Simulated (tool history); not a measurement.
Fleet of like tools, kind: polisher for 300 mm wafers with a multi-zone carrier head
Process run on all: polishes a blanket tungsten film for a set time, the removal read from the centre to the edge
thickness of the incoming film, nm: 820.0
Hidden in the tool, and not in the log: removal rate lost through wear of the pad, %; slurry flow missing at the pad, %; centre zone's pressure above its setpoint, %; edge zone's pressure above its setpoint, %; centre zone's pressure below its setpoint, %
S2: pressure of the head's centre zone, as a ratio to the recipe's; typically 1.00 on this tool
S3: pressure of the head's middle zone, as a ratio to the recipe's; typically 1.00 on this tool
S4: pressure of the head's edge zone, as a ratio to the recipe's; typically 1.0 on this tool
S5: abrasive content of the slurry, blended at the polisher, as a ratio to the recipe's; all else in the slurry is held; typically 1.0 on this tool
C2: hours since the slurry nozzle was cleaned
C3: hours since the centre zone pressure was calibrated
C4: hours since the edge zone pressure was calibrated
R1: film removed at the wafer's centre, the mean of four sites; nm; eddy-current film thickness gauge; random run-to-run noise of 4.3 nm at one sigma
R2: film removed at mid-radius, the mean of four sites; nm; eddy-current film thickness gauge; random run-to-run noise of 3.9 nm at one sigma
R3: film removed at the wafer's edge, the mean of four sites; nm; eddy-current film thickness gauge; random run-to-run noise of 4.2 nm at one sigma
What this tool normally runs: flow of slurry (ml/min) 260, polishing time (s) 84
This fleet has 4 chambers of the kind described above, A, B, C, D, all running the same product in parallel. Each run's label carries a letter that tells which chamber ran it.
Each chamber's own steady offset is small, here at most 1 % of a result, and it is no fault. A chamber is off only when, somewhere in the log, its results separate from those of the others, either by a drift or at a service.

{"run": "1D", "day": 0.379, "flow of slurry (ml/min)": 260, "S2": 1.0, "S3": 1.0, "S4": 1.0, "S5": 1.0, "polishing time (s)": 84, "wafers polished on this pad": 291, "C2": 671.6, "C3": 121.6, "C4": 416.3, "R1": 301.79, "R2": 298.44, "R3": 299.67}
{"run": "2C", "day": 0.65, "flow of slurry (ml/min)": 260, "S2": 1.0, "S3": 1.0, "S4": 1.0, "S5": 1.0, "polishing time (s)": 84, "wafers polished on this pad": 1013, "C2": 278.4, "C3": 111.6, "C4": 1235.6, "R1": 297.64, "R2": 303.23, "R3": 298.8}
{"run": "3A", "day": 0.929, "flow of slurry (ml/min)": 260, "S2": 1.0, "S3": 1.0, "S4": 1.0, "S5": 1.0, "polishing time (s)": 84, "wafers polished on this pad": 627, "C2": 199.9, "C3": 397.8, "C4": 81.5, "R1": 296.33, "R2": 296.19, "R3": 300.1}
{"run": "4B", "day": 1.196, "flow of slurry (ml/min)": 260, "S2": 1.0, "S3": 1.0, "S4": 1.0, "S5": 1.0, "polishing time (s)": 84, "wafers polished on this pad": 637, "C2": 461.6, "C3": 179.9, "C4": 1078.7, "R1": 297.71, "R2": 294.37, "R3": 294.62}
{"run": "5B", "day": 1.446, "flow of slurry (ml/min)": 260, "S2": 1.0, "S3": 1.0, "S4": 1.0, "S5": 1.0, "polishing time (s)": 84, "wafers polished on this pad": 671, "C2": 467.6, "C3": 185.9, "C4": 1084.7, "R1": 294.4, "R2": 297.46, "R3": 299.03}
{"run": "6A", "day": 1.7, "flow of slurry (ml/min)": 260, "S2": 1.0, "S3": 1.0, "S4": 1.0, "S5": 1.0, "polishing time (s)": 84, "wafers polished on this pad": 731, "C2": 218.4, "C3": 416.3, "C4": 100.0, "R1": 290.3, "R2": 289.45, "R3": 303.22}
{"day": 1.75, "done": "chamber C: edge zone pressure recalibrated"}
{"run": "7D", "day": 1.954, "flow of slurry (ml/min)": 260, "S2": 1.0, "S3": 1.0, "S4": 1.0, "S5": 1.0, "polishing time (s)": 84, "wafers polished on this pad": 504, "C2": 709.4, "C3": 159.4, "C4": 454.1, "R1": 298.85, "R2": 301.97, "R3": 300.66}
{"day": 2.067, "done": "chamber D: slurry nozzle cleaned"}
{"run": "8C", "day": 2.162, "flow of slurry (ml/min)": 260, "S2": 1.0, "S3": 1.0, "S4": 1.0, "S5": 1.0, "polishing time (s)": 84, "wafers polished on this pad": 1218, "C2": 314.7, "C3": 147.9, "C4": 10.0, "R1": 297.01, "R2": 296.33, "R3": 302.52}
{"run": "9A", "day": 2.442, "flow of slurry (ml/min)": 260, "S2": 1.0, "S3": 1.0, "S4": 1.0, "S5": 1.0, "polishing time (s)": 84, "wafers polished on this pad": 831, "C2": 236.2, "C3": 434.1, "C4": 117.8, "R1": 284.41, "R2": 294.28, "R3": 291.2}
{"day": 2.471, "done": "chamber C: worn pad replaced by a new one"}
{"run": "10C", "day": 2.667, "flow of slurry (ml/min)": 260, "S2": 1.0, "S3": 1.0, "S4": 1.0, "S5": 1.0, "polishing time (s)": 84, "wafers polished on this pad": 26, "C2": 326.8, "C3": 160.0, "C4": 22.1, "R1": 302.17, "R2": 298.26, "R3": 297.19}
{"run": "11D", "day": 2.875, "flow of slurry (ml/min)": 260, "S2": 1.0, "S3": 1.0, "S4": 1.0, "S5": 1.0, "polishing time (s)": 84, "wafers polished on this pad": 629, "C2": 19.4, "C3": 181.5, "C4": 476.2, "R1": 299.45, "R2": 302.29, "R3": 297.54}
{"run": "12B", "day": 3.142, "flow of slurry (ml/min)": 260, "S2": 1.0, "S3": 1.0, "S4": 1.0, "S5": 1.0, "polishing time (s)": 84, "wafers polished on this pad": 900, "C2": 508.3, "C3": 226.6, "C4": 1125.4, "R1": 295.83, "R2": 296.18, "R3": 297.3}
{"run": "13B", "day": 3.317, "flow of slurry (ml/min)": 260, "S2": 1.0, "S3": 1.0, "S4": 1.0, "S5": 1.0, "polishing time (s)": 84, "wafers polished on this pad": 923, "C2": 512.5, "C3": 230.8, "C4": 1129.6, "R1": 292.46, "R2": 295.11, "R3": 298.09}
{"run": "14C", "day": 3.588, "flow of slurry (ml/min)": 260, "S2": 1.0, "S3": 1.0, "S4": 1.0, "S5": 1.0, "polishing time (s)": 84, "wafers polished on this pad": 150, "C2": 348.9, "C3": 182.1, "C4": 44.2, "R1": 305.97, "R2": 294.17, "R3": 298.6}
{"run": "15D", "day": 3.929, "flow of slurry (ml/min)": 260, "S2": 1.0, "S3": 1.0, "S4": 1.0, "S5": 1.0, "polishing time (s)": 84, "wafers polished on this pad": 771, "C2": 44.7, "C3": 206.8, "C4": 501.5, "R1": 300.36, "R2": 295.67, "R3": 293.31}
{"run": "16A", "day": 4.275, "flow of slurry (ml/min)": 260, "S2": 1.0, "S3": 1.0, "S4": 1.0, "S5": 1.0, "polishing time (s)": 84, "wafers polished on this pad": 1079, "C2": 280.2, "C3": 478.1, "C4": 161.8, "R1": 294.86, "R2": 290.43, "R3": 301.77}
{"day": 4.325, "done": "chamber A: worn pad replaced by a new one"}
{"run": "17B", "day": 4.454, "flow of slurry (ml/min)": 260, "S2": 1.0, "S3": 1.0, "S4": 1.0, "S5": 1.0, "polishing time (s)": 84, "wafers polished on this pad": 1077, "C2": 539.8, "C3": 258.1, "C4": 1156.9, "R1": 294.86, "R2": 295.1, "R3": 305.64}
{"run": "18C", "day": 4.625, "flow of slurry (ml/min)": 260, "S2": 1.0, "S3": 1.0, "S4": 1.0, "S5": 1.0, "polishing time (s)": 84, "wafers polished on this pad": 291, "C2": 373.8, "C3": 207.0, "C4": 69.1, "R1": 303.45, "R2": 303.45, "R3": 304.84}
{"run": "19D", "day": 4.95, "flow of slurry (ml/min)": 200, "S2": 1.0, "S3": 1.04, "S4": 1.0, "S5": 1.0, "polishing time (s)": 84, "wafers polished on this pad": 909, "C2": 69.2, "C3": 231.3, "C4": 526.0, "R1": 285.56, "R2": 300.81, "R3": 292.7}
{"run": "20A", "day": 5.162, "flow of slurry (ml/min)": 200, "S2": 1.0, "S3": 1.04, "S4": 1.0, "S5": 1.0, "polishing time (s)": 84, "wafers polished on this pad": 113, "C2": 301.5, "C3": 499.4, "C4": 183.1, "R1": 286.59, "R2": 300.87, "R3": 288.23}
{"day": 5.446, "done": "chamber B: edge zone pressure recalibrated"}
{"run": "21D", "day": 5.488, "flow of slurry (ml/min)": 200, "S2": 1.0, "S3": 1.04, "S4": 1.0, "S5": 1.0, "polishing time (s)": 84, "wafers polished on this pad": 982, "C2": 82.1, "C3": 244.2, "C4": 538.9, "R1": 287.87, "R2": 298.15, "R3": 288.71}
{"run": "22B", "day": 5.846, "flow of slurry (ml/min)": 200, "S2": 1.0, "S3": 1.04, "S4": 1.0, "S5": 1.0, "polishing time (s)": 84, "wafers polished on this pad": 1265, "C2": 573.2, "C3": 291.5, "C4": 9.6, "R1": 280.57, "R2": 287.82, "R3": 286.58}
{"run": "23A", "day": 6.079, "flow of slurry (ml/min)": 260, "S2": 1.0, "S3": 1.0, "S4": 1.0, "S5": 1.0, "polishing time (s)": 84, "wafers polished on this pad": 237, "C2": 323.5, "C3": 521.4, "C4": 205.1, "R1": 287.92, "R2": 291.73, "R3": 303.41}
{"run": "24C", "day": 6.371, "flow of slurry (ml/min)": 260, "S2": 1.0, "S3": 1.0, "S4": 1.0, "S5": 1.0, "polishing time (s)": 84, "wafers polished on this pad": 527, "C2": 415.7, "C3": 248.9, "C4": 111.0, "R1": 300.11, "R2": 296.6, "R3": 294.8}
{"run": "25C", "day": 6.662, "flow of slurry (ml/min)": 260, "S2": 1.0, "S3": 1.0, "S4": 1.0, "S5": 1.0, "polishing time (s)": 84, "wafers polished on this pad": 566, "C2": 422.7, "C3": 255.9, "C4": 118.0, "R1": 308.28, "R2": 295.15, "R3": 299.9}
{"run": "26A", "day": 6.842, "flow of slurry (ml/min)": 260, "S2": 1.0, "S3": 1.0, "S4": 1.0, "S5": 1.0, "polishing time (s)": 84, "wafers polished on this pad": 340, "C2": 341.8, "C3": 539.7, "C4": 223.4, "R1": 289.94, "R2": 294.15, "R3": 305.16}
{"run": "27D", "day": 7.067, "flow of slurry (ml/min)": 260, "S2": 1.0, "S3": 1.0, "S4": 1.0, "S5": 1.0, "polishing time (s)": 84, "wafers polished on this pad": 1195, "C2": 120.0, "C3": 282.1, "C4": 576.8, "R1": 299.43, "R2": 306.04, "R3": 302.77}
{"day": 7.375, "done": "chamber D: worn pad replaced by a new one"}
{"run": "28B", "day": 7.392, "flow of slurry (ml/min)": 260, "S2": 1.0, "S3": 1.0, "S4": 1.0, "S5": 1.0, "polishing time (s)": 84, "wafers polished on this pad": 1474, "C2": 610.3, "C3": 328.6, "C4": 46.7, "R1": 276.93, "R2": 279.16, "R3": 286.42}
{"run": "29B", "day": 7.738, "flow of slurry (ml/min)": 260, "S2": 1.0, "S3": 1.0, "S4": 1.0, "S5": 1.0, "polishing time (s)": 84, "wafers polished on this pad": 1521, "C2": 618.6, "C3": 336.9, "C4": 55.0, "R1": 277.3, "R2": 279.07, "R3": 283.27}
{"run": "30A", "day": 8.033, "flow of slurry (ml/min)": 260, "S2": 1.1, "S3": 1.0, "S4": 1.0, "S5": 1.0, "polishing time (s)": 84, "wafers polished on this pad": 501, "C2": 370.4, "C3": 568.3, "C4": 252.0, "R1": 328.58, "R2": 292.46, "R3": 305.43}
{"run": "31C", "day": 8.333, "flow of slurry (ml/min)": 260, "S2": 1.1, "S3": 1.0, "S4": 1.0, "S5": 1.0, "polishing time (s)": 84, "wafers polished on this pad": 792, "C2": 462.8, "C3": 296.0, "C4": 158.1, "R1": 333.75, "R2": 300.79, "R3": 303.01}
{"run": "32D", "day": 8.662, "flow of slurry (ml/min)": 260, "S2": 1.1, "S3": 1.0, "S4": 1.0, "S5": 1.0, "polishing time (s)": 84, "wafers polished on this pad": 174, "C2": 158.3, "C3": 320.4, "C4": 615.1, "R1": 322.07, "R2": 300.37, "R3": 295.44}
{"run": "33A", "day": 8.862, "flow of slurry (ml/min)": 260, "S2": 1.1, "S3": 1.0, "S4": 1.0, "S5": 1.0, "polishing time (s)": 84, "wafers polished on this pad": 613, "C2": 390.3, "C3": 588.2, "C4": 271.9, "R1": 324.07, "R2": 298.36, "R3": 295.05}
{"run": "34B", "day": 9.212, "flow of slurry (ml/min)": 260, "S2": 1.0, "S3": 1.0, "S4": 1.0, "S5": 1.0, "polishing time (s)": 84, "wafers polished on this pad": 1720, "C2": 654.0, "C3": 372.3, "C4": 90.4, "R1": 272.84, "R2": 266.24, "R3": 275.94}
{"run": "35C", "day": 9.588, "flow of slurry (ml/min)": 260, "S2": 1.09, "S3": 1.0, "S4": 1.0, "S5": 0.8, "polishing time (s)": 84, "wafers polished on this pad": 961, "C2": 492.9, "C3": 326.1, "C4": 188.2, "R1": 316.61, "R2": 283.51, "R3": 287.4}
{"run": "36D", "day": 9.888, "flow of slurry (ml/min)": 260, "S2": 1.09, "S3": 1.0, "S4": 1.0, "S5": 0.8, "polishing time (s)": 84, "wafers polished on this pad": 340, "C2": 187.7, "C3": 349.8, "C4": 644.5, "R1": 319.56, "R2": 282.47, "R3": 280.87}
{"run": "37D", "day": 10.133, "flow of slurry (ml/min)": 260, "S2": 1.09, "S3": 1.0, "S4": 1.0, "S5": 0.8, "polishing time (s)": 84, "wafers polished on this pad": 373, "C2": 193.6, "C3": 355.7, "C4": 650.4, "R1": 308.49, "R2": 285.52, "R3": 289.36}
{"run": "38C", "day": 10.35, "flow of slurry (ml/min)": 260, "S2": 1.09, "S3": 1.0, "S4": 1.0, "S5": 0.8, "polishing time (s)": 84, "wafers polished on this pad": 1065, "C2": 511.2, "C3": 344.4, "C4": 206.5, "R1": 313.99, "R2": 282.19, "R3": 279.37}
{"run": "39A", "day": 10.529, "flow of slurry (ml/min)": 260, "S2": 1.0, "S3": 1.0, "S4": 1.0, "S5": 1.0, "polishing time (s)": 84, "wafers polished on this pad": 839, "C2": 430.3, "C3": 628.2, "C4": 311.9, "R1": 289.51, "R2": 288.35, "R3": 300.37}
{"run": "40B", "day": 10.717, "flow of slurry (ml/min)": 260, "S2": 0.95, "S3": 1.0, "S4": 0.9, "S5": 1.0, "polishing time (s)": 84, "wafers polished on this pad": 1924, "C2": 690.1, "C3": 408.4, "C4": 126.5, "R1": 253.88, "R2": 266.48, "R3": 256.96}
{"run": "41D", "day": 10.975, "flow of slurry (ml/min)": 260, "S2": 0.95, "S3": 1.0, "S4": 0.9, "S5": 1.0, "polishing time (s)": 84, "wafers polished on this pad": 487, "C2": 213.8, "C3": 375.9, "C4": 670.6, "R1": 282.69, "R2": 295.72, "R3": 289.32}
{"run": "42B", "day": 11.362, "flow of slurry (ml/min)": 260, "S2": 0.95, "S3": 1.0, "S4": 0.9, "S5": 1.0, "polishing time (s)": 84, "wafers polished on this pad": 2011, "C2": 705.6, "C3": 423.9, "C4": 142.0, "R1": 253.11, "R2": 259.23, "R3": 258.67}

Decide between three cases: one chamber stands off from its peers, the gauge reading all wafers drifts, or nothing is wrong past each chamber's small offset. Where a chamber is off, say which and what most likely put it there.

Chamber B drifts away from the others.
Most likely cause: removal rate lost through wear of the pad, % = 11.

Chamber B could run next with any of the 4 candidate recipes listed below; each alters the usual settings, and their results appear as question marks. Which one brings its results back in line with what the other chambers deliver on the usual settings?
To be in line, a result may differ from the other chambers' mean on the usual settings by at most: R1 15.00 nm; R2 14.00 nm; R3 15.00 nm
{"run": "43B-1", "day": 11.638, "flow of slurry (ml/min)": 255, "S2": 1.0, "S3": 1.0, "S4": 0.99, "S5": 1.0, "polishing time (s)": 75, "R1": "?", "R2": "?", "R3": "?"}
{"run": "43B-2", "day": 11.638, "flow of slurry (ml/min)": 265, "S2": 1.0, "S3": 1.0, "S4": 1.01, "S5": 1.0, "polishing time (s)": 93, "R1": "?", "R2": "?", "R3": "?"}
{"run": "43B-3", "day": 11.638, "flow of slurry (ml/min)": 265, "S2": 1.0, "S3": 1.0, "S4": 1.01, "S5": 1.05, "polishing time (s)": 102, "R1": "?", "R2": "?", "R3": "?"}
{"run": "43B-4", "day": 11.638, "flow of slurry (ml/min)": 255, "S2": 1.0, "S3": 1.0, "S4": 0.99, "S5": 0.95, "polishing time (s)": 69, "R1": "?", "R2": "?", "R3": "?"}

What the other chambers average on the usual settings: R1 296.99 nm; R2 297.01 nm; R3 299.23 nm
run=43B-1 R1=235.26 R2=236.54 R3=235.58
run=43B-2 R1=293.17 R2=294.61 R3=296.22
run=43B-3 R1=325.27 R2=326.86 R3=328.64
run=43B-4 R1=213.84 R2=215.01 R3=214.14
With 43B-2, the chamber falls back in line with the rest.
